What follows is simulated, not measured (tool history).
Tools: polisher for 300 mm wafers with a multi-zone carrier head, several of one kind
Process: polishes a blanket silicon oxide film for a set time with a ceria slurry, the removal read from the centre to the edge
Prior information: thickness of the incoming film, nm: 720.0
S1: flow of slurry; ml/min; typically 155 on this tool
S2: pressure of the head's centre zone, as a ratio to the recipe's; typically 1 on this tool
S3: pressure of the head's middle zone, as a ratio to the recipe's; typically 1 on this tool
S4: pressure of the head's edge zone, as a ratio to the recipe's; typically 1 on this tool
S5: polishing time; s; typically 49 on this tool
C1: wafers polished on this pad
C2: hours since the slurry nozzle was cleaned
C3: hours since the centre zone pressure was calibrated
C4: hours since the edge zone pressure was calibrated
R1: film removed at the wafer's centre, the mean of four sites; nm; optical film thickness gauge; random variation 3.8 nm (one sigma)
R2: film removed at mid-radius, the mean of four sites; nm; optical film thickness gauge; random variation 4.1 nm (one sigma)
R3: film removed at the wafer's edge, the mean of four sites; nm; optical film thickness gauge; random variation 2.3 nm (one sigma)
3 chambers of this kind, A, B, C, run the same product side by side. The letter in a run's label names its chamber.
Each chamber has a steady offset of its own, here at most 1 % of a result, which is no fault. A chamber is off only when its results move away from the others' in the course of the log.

run	day	S1	S2	S3	S4	S5	C1	C2	C3	C4	R1	R2	R3
1A	0.279	155	1	1	1	49	349	229	626.9	353.8	290.76	281.59	282.14
# day 0.396: chamber A: slurry nozzle cleaned
2B	0.504	155	1	1	1	49	470	492.1	463.9	1027.8	282.63	279.77	283.23
3C	0.838	155	1	1	1	49	900	99.4	428.1	508.7	280.54	278.99	284.52
4A	1.096	155	1	1	1	49	624	16.8	646.5	373.4	277.89	289.59	282.76
5B	1.496	155	1	1	1	49	803	515.9	487.7	1051.6	281.96	281.12	282.27
6C	1.858	155	1	1	1	49	1243	123.9	452.6	533.2	288.73	281.91	278.38
7C	2.108	155	1	1	1	49	1328	129.9	458.6	539.2	288.4	280.01	282.8
# day 2.312: chamber C: worn pad replaced by a new one
# day 2.496: chamber A: worn pad replaced by a new one
8B	2.5	155	1	1	1	49	1141	540	511.8	1075.7	279.6	285.66	284.92
9A	2.846	155	1	1	1	49	118	58.8	688.5	415.4	283.94	275.59	279.69
10B	3.217	155	1	1	1	49	1382	557.2	529	1092.9	281.89	284.61	281.66
11C	3.558	155	1	1	1	49	420	164.7	493.4	574	283.01	277.23	279.01
12A	3.967	155	1	1	1	49	495	85.7	715.4	442.3	283	280.87	281.74
13C	4.288	155	1	1	1	49	665	182.2	510.9	591.5	279.92	281.86	275.16
14A	4.471	155	1	1	1	49	665	97.8	727.5	454.4	276.44	284.45	278.5
15B	4.733	155	1	1	1	49	1893	593.6	565.4	1129.3	278.42	267.13	275.72
# day 4.842: chamber C: centre zone pressure recalibrated
16B	4.921	155	1	1	1	49	1956	598.1	569.9	1133.8	266.77	270.88	274.82
17A	5.208	155	1	1.09	1	49	913	115.5	745.2	472.1	279.72	307.04	277.03
# day 5.392: chamber A: worn pad replaced by a new one
18C	5.6	155	1	1.09	1	49	1107	213.7	18.2	623	273.44	305.79	281.56
# day 5.796: chamber A: centre zone pressure recalibrated
19B	5.938	155	1	1.09	1	49	2298	622.5	594.3	1158.2	269.37	291.62	271.26
20A	6.133	155	1	1	1.09	37	250	137.7	8.2	494.3	208.83	215.59	221.86
# day 6.183: chamber C: worn pad replaced by a new one
21C	6.35	155	1	1	1.09	37	57	231.7	36.2	641	218.62	214.52	224.05
22B	6.65	155	1	1	1.09	37	2538	639.6	611.4	1175.3	204.05	198.98	212.22
# day 6.929: chamber B: slurry nozzle cleaned
23A	7.054	155	1	1	1	49	560	159.8	30.3	516.4	284.47	282.34	281.39
24C	7.312	155	1	0.94	0.94	49	381	254.8	59.3	664.1	291.56	268.64	273.28
25B	7.608	155	1	0.94	0.94	49	2860	16.3	634.4	1198.3	257.38	253.86	252.02
26C	7.804	155	1	0.94	0.94	49	546	266.6	71.1	675.9	277.5	265.21	268.73
27A	8.088	155	1	1	1	49	907	184.6	55.1	541.2	274.06	285.06	281.33

Each of the 3 chambers runs these same settings next. Fill in every chamber's results:
28A	8.383	155	1	1	1	49					?	?	?
28B	8.383	155	1	1	1	49					?	?	?
28C	8.383	155	1	1	1	49					?	?	?

run	R1	R2	R3
28A	282.62	285	281.3
28B	264.79	258.65	261.45
28C	278.7	284.71	281.48
